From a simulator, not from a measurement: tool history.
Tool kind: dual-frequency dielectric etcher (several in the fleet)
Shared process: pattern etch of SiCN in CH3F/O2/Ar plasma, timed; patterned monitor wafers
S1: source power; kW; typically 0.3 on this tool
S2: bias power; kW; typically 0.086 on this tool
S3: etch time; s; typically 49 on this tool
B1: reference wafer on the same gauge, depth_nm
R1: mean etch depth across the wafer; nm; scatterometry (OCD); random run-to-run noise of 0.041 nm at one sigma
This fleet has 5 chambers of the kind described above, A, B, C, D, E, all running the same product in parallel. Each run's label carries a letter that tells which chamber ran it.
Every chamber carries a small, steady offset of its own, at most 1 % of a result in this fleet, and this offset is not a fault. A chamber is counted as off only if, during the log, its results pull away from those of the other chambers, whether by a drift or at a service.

run,hour,S1,S2,S3,B1,R1
1B,3.1,0.3,0.086,49,16.408,17.644
2D,6.2,0.3,0.086,49,16.401,17.682
# hour 7.7: chamber B: source power generator calibrated
3E,10.4,0.3,0.086,49,16.394,17.452
4A,15,0.3,0.086,49,16.409,17.508
5C,19.4,0.3,0.086,49,16.4,17.534
6C,22.4,0.34,0.086,49,16.404,18.323
7D,26.1,0.34,0.086,49,16.393,18.503
8B,30.4,0.34,0.086,49,16.401,18.54
9E,33.8,0.34,0.086,49,16.411,18.372
10A,36.8,0.34,0.086,49,16.4,18.399
11A,39.4,0.3,0.086,49,16.394,17.547
# hour 40: chamber D: wet clean of the chamber
12E,41.5,0.3,0.086,49,16.393,17.527
13D,46,0.3,0.086,49,16.401,17.906
14B,50.4,0.3,0.086,49,16.4,17.758
15C,52.8,0.3,0.086,49,16.401,17.512
16C,55.4,0.3,0.086,49,16.4,17.43
17A,58.4,0.3,0.086,49,16.399,17.536
18B,62.5,0.3,0.086,49,16.394,17.674
19D,66,0.3,0.086,49,16.398,17.787
20E,68,0.3,0.086,49,16.402,17.561
21C,70.5,0.3,0.086,56.5,16.395,20.206
22E,74.6,0.3,0.086,56.5,16.404,20.261
23B,78.2,0.3,0.086,56.5,16.394,20.436
24D,80.5,0.3,0.086,56.5,16.399,20.601
25A,82.5,0.3,0.086,56.5,16.397,20.232
26E,87,0.3,0.086,49,16.401,17.548
27D,89.2,0.3,0.086,49,16.394,17.867
28C,91.5,0.3,0.086,49,16.399,17.483
29B,95.1,0.3,0.086,49,16.391,17.723
30A,97.9,0.3,0.086,49,16.388,17.546
31B,101.3,0.22,0.106,49,16.401,17.133
32A,105.5,0.22,0.106,49,16.402,16.897
33E,109.9,0.22,0.106,49,16.399,17.04

For the next run the whole fleet of 5 chambers uses the same settings. Give each chamber's results:
34A,113.3,0.3,0.069,49,,?
34B,113.3,0.3,0.069,49,,?
34C,113.3,0.3,0.069,49,,?
34D,113.3,0.3,0.069,49,,?
34E,113.3,0.3,0.069,49,,?

run,R1
34A,16.143
34B,16.324
34C,16.081
34D,16.393
34E,16.223
